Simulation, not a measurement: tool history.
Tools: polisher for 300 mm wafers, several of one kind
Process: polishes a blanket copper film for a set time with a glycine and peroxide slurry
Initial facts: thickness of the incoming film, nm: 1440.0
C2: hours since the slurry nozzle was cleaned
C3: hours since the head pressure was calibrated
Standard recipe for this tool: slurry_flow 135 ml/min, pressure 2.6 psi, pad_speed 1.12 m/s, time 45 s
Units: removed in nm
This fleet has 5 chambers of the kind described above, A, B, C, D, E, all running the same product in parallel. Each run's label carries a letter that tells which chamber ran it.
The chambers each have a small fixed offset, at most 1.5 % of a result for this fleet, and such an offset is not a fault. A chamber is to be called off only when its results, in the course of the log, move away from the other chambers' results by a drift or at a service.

{"hour": 2.8, "done": "chamber D: slurry nozzle cleaned"}
{"hour": 5.3, "done": "chamber D: worn pad replaced by a new one"}
{"run": "1E", "hour": 13.5, "slurry_flow": 135, "pressure": 2.6, "pad_speed": 1.12, "time": 45, "wafers polished on this pad": 882, "C2": 181, "C3": 22.5, "removed": 269.51}
{"run": "2A", "hour": 25.1, "slurry_flow": 135, "pressure": 2.6, "pad_speed": 1.12, "time": 45, "wafers polished on this pad": 1100, "C2": 420.1, "C3": 580.8, "removed": 270.45}
{"hour": 33.0, "done": "chamber A: worn pad replaced by a new one"}
{"run": "3B", "hour": 34.7, "slurry_flow": 135, "pressure": 2.6, "pad_speed": 1.12, "time": 45, "wafers polished on this pad": 927, "C2": 57.5, "C3": 450.7, "removed": 259.69}
{"run": "4D", "hour": 43.8, "slurry_flow": 135, "pressure": 2.6, "pad_speed": 1.12, "time": 45, "wafers polished on this pad": 629, "C2": 41.1, "C3": 372.2, "removed": 264.6}
{"hour": 45.3, "done": "chamber E: worn pad replaced by a new one"}
{"hour": 52.4, "done": "chamber B: worn pad replaced by a new one"}
{"run": "5C", "hour": 55.0, "slurry_flow": 135, "pressure": 2.6, "pad_speed": 1.12, "time": 45, "wafers polished on this pad": 1255, "C2": 168.2, "C3": 68.4, "removed": 260.24}
{"run": "6A", "hour": 63.2, "slurry_flow": 135, "pressure": 2.6, "pad_speed": 1.12, "time": 45, "wafers polished on this pad": 493, "C2": 458.2, "C3": 618.9, "removed": 263.07}
{"hour": 65.6, "done": "chamber C: worn pad replaced by a new one"}
{"run": "7D", "hour": 78.6, "slurry_flow": 135, "pressure": 2.6, "pad_speed": 1.12, "time": 45, "wafers polished on this pad": 1196, "C2": 75.9, "C3": 407, "removed": 261.61}
{"run": "8B", "hour": 86.4, "slurry_flow": 135, "pressure": 2.6, "pad_speed": 1.12, "time": 45, "wafers polished on this pad": 555, "C2": 109.2, "C3": 502.4, "removed": 265.17}
{"hour": 90.5, "done": "chamber D: head pressure recalibrated"}
{"hour": 96.9, "done": "chamber D: worn pad replaced by a new one"}
{"run": "9E", "hour": 98.2, "slurry_flow": 135, "pressure": 2.6, "pad_speed": 1.12, "time": 45, "wafers polished on this pad": 862, "C2": 265.7, "C3": 107.2, "removed": 262.87}
{"run": "10C", "hour": 106.3, "slurry_flow": 135, "pressure": 2.6, "pad_speed": 1.12, "time": 45, "wafers polished on this pad": 665, "C2": 219.5, "C3": 119.7, "removed": 262.08}
{"hour": 118.3, "done": "chamber A: worn pad replaced by a new one"}
{"hour": 118.5, "done": "chamber E: worn pad replaced by a new one"}
{"run": "11C", "hour": 120.7, "slurry_flow": 135, "pressure": 2.6, "pad_speed": 1.12, "time": 45, "wafers polished on this pad": 899, "C2": 233.9, "C3": 134.1, "removed": 258.97}
{"hour": 127.6, "done": "chamber B: worn pad replaced by a new one"}
{"run": "12A", "hour": 129.8, "slurry_flow": 135, "pressure": 2.6, "pad_speed": 1.12, "time": 45, "wafers polished on this pad": 187, "C2": 524.8, "C3": 685.5, "removed": 258.8}
{"run": "13D", "hour": 142.9, "slurry_flow": 135, "pressure": 2.6, "pad_speed": 1.12, "time": 45, "wafers polished on this pad": 750, "C2": 140.2, "C3": 52.4, "removed": 261.89}
{"run": "14B", "hour": 155.4, "slurry_flow": 135, "pressure": 2.6, "pad_speed": 1.12, "time": 45, "wafers polished on this pad": 454, "C2": 178.2, "C3": 571.4, "removed": 267.81}
{"hour": 156.0, "done": "chamber C: worn pad replaced by a new one"}
{"run": "15E", "hour": 169.5, "slurry_flow": 135, "pressure": 2.6, "pad_speed": 1.12, "time": 45, "wafers polished on this pad": 832, "C2": 337, "C3": 178.5, "removed": 265.29}
{"hour": 175.4, "done": "chamber D: worn pad replaced by a new one"}
{"run": "16A", "hour": 184.5, "slurry_flow": 135, "pressure": 2.6, "pad_speed": 1.12, "time": 45, "wafers polished on this pad": 1079, "C2": 579.5, "C3": 740.2, "removed": 257.42}
{"hour": 193.7, "done": "chamber A: worn pad replaced by a new one"}
{"hour": 197.0, "done": "chamber E: worn pad replaced by a new one"}
{"run": "17B", "hour": 197.6, "slurry_flow": 135, "pressure": 2.6, "pad_speed": 1.12, "time": 45, "wafers polished on this pad": 1142, "C2": 220.4, "C3": 613.6, "removed": 268.74}
{"run": "18E", "hour": 212.5, "slurry_flow": 135, "pressure": 2.6, "pad_speed": 1.12, "time": 45, "wafers polished on this pad": 253, "C2": 380, "C3": 221.5, "removed": 258.04}
{"hour": 217.9, "done": "chamber B: worn pad replaced by a new one"}
{"run": "19C", "hour": 220.3, "slurry_flow": 135, "pressure": 2.6, "pad_speed": 1.12, "time": 45, "wafers polished on this pad": 1048, "C2": 333.5, "C3": 233.7, "removed": 262.32}
{"hour": 228.5, "done": "chamber C: worn pad replaced by a new one"}
{"run": "20D", "hour": 229.1, "slurry_flow": 135, "pressure": 2.6, "pad_speed": 1.12, "time": 45, "wafers polished on this pad": 876, "C2": 226.4, "C3": 138.6, "removed": 261.26}
{"run": "21D", "hour": 241.4, "slurry_flow": 135, "pressure": 2.6, "pad_speed": 0.8, "time": 45, "wafers polished on this pad": 1076, "C2": 238.7, "C3": 150.9, "removed": 199.94}
{"run": "22B", "hour": 253.3, "slurry_flow": 135, "pressure": 2.6, "pad_speed": 0.8, "time": 45, "wafers polished on this pad": 578, "C2": 276.1, "C3": 669.3, "removed": 205.08}
{"run": "23C", "hour": 260.3, "slurry_flow": 135, "pressure": 2.6, "pad_speed": 0.8, "time": 45, "wafers polished on this pad": 520, "C2": 373.5, "C3": 273.7, "removed": 197.23}
{"hour": 266.2, "done": "chamber D: worn pad replaced by a new one"}
{"hour": 267.4, "done": "chamber E: slurry nozzle cleaned"}
{"run": "24E", "hour": 271.8, "slurry_flow": 135, "pressure": 2.6, "pad_speed": 0.8, "time": 45, "wafers polished on this pad": 1219, "C2": 4.5, "C3": 280.8, "removed": 200.12}
{"hour": 275.6, "done": "chamber E: worn pad replaced by a new one"}
{"hour": 280.5, "done": "chamber A: worn pad replaced by a new one"}
{"run": "25A", "hour": 285.6, "slurry_flow": 135, "pressure": 2.6, "pad_speed": 0.8, "time": 45, "wafers polished on this pad": 84, "C2": 680.6, "C3": 841.3, "removed": 197.25}
{"run": "26D", "hour": 296.5, "slurry_flow": 135, "pressure": 2, "pad_speed": 1.12, "time": 45, "wafers polished on this pad": 495, "C2": 293.8, "C3": 206, "removed": 208.54}
{"hour": 306.7, "done": "chamber B: worn pad replaced by a new one"}
{"run": "27C", "hour": 307.3, "slurry_flow": 135, "pressure": 2, "pad_speed": 1.12, "time": 45, "wafers polished on this pad": 1286, "C2": 420.5, "C3": 320.7, "removed": 208.92}
{"hour": 309.2, "done": "chamber C: slurry nozzle cleaned"}
{"hour": 310.2, "done": "chamber C: worn pad replaced by a new one"}
{"run": "28E", "hour": 315.8, "slurry_flow": 135, "pressure": 2, "pad_speed": 1.12, "time": 45, "wafers polished on this pad": 656, "C2": 48.5, "C3": 324.8, "removed": 211.71}
{"run": "29A", "hour": 328.3, "slurry_flow": 135, "pressure": 2, "pad_speed": 1.12, "time": 45, "wafers polished on this pad": 780, "C2": 723.3, "C3": 884, "removed": 212.97}
{"run": "30B", "hour": 341.5, "slurry_flow": 135, "pressure": 2, "pad_speed": 1.12, "time": 45, "wafers polished on this pad": 568, "C2": 364.3, "C3": 757.5, "removed": 218.12}
{"hour": 347.4, "done": "chamber D: worn pad replaced by a new one"}
{"run": "31C", "hour": 350.5, "slurry_flow": 135, "pressure": 2.6, "pad_speed": 1.12, "time": 45, "wafers polished on this pad": 657, "C2": 41.3, "C3": 363.9, "removed": 261.43}
{"run": "32D", "hour": 357.9, "slurry_flow": 135, "pressure": 2.6, "pad_speed": 1.12, "time": 45, "wafers polished on this pad": 171, "C2": 355.2, "C3": 267.4, "removed": 261.29}
{"hour": 363.3, "done": "chamber A: worn pad replaced by a new one"}
{"run": "33A", "hour": 369.3, "slurry_flow": 135, "pressure": 2.6, "pad_speed": 1.12, "time": 45, "wafers polished on this pad": 98, "C2": 764.3, "C3": 925, "removed": 262.62}
{"hour": 369.8, "done": "chamber E: worn pad replaced by a new one"}
{"run": "34B", "hour": 378.8, "slurry_flow": 135, "pressure": 2.6, "pad_speed": 1.12, "time": 45, "wafers polished on this pad": 1177, "C2": 401.6, "C3": 794.8, "removed": 256.57}
{"run": "35E", "hour": 387.7, "slurry_flow": 135, "pressure": 2.6, "pad_speed": 1.12, "time": 45, "wafers polished on this pad": 292, "C2": 120.4, "C3": 396.7, "removed": 259.74}
{"hour": 392.8, "done": "chamber B: worn pad replaced by a new one"}
{"run": "36D", "hour": 398.4, "slurry_flow": 135, "pressure": 2.6, "pad_speed": 1.12, "time": 45, "wafers polished on this pad": 832, "C2": 395.7, "C3": 307.9, "removed": 263.23}
{"hour": 399.1, "done": "chamber A: slurry nozzle cleaned"}
{"run": "37A", "hour": 410.6, "slurry_flow": 135, "pressure": 2.6, "pad_speed": 1.4, "time": 37, "wafers polished on this pad": 771, "C2": 11.5, "C3": 966.3, "removed": 264.46}
{"run": "38B", "hour": 417.6, "slurry_flow": 135, "pressure": 2.6, "pad_speed": 1.4, "time": 37, "wafers polished on this pad": 404, "C2": 440.4, "C3": 833.6, "removed": 262.34}

Next, all 5 chambers run the settings below, one line each with question marks for the results. What does each chamber give?
{"run": "39A", "hour": 428.5, "slurry_flow": 135, "pressure": 2.6, "pad_speed": 1, "time": 45, "removed": "?"}
{"run": "39B", "hour": 428.5, "slurry_flow": 135, "pressure": 2.6, "pad_speed": 1, "time": 45, "removed": "?"}
{"run": "39C", "hour": 428.5, "slurry_flow": 135, "pressure": 2.6, "pad_speed": 1, "time": 45, "removed": "?"}
{"run": "39D", "hour": 428.5, "slurry_flow": 135, "pressure": 2.6, "pad_speed": 1, "time": 45, "removed": "?"}
{"run": "39E", "hour": 428.5, "slurry_flow": 135, "pressure": 2.6, "pad_speed": 1, "time": 45, "removed": "?"}

run=39A removed=236.11
run=39B removed=240.19
run=39C removed=238.98
run=39D removed=236.2
run=39E removed=242.43
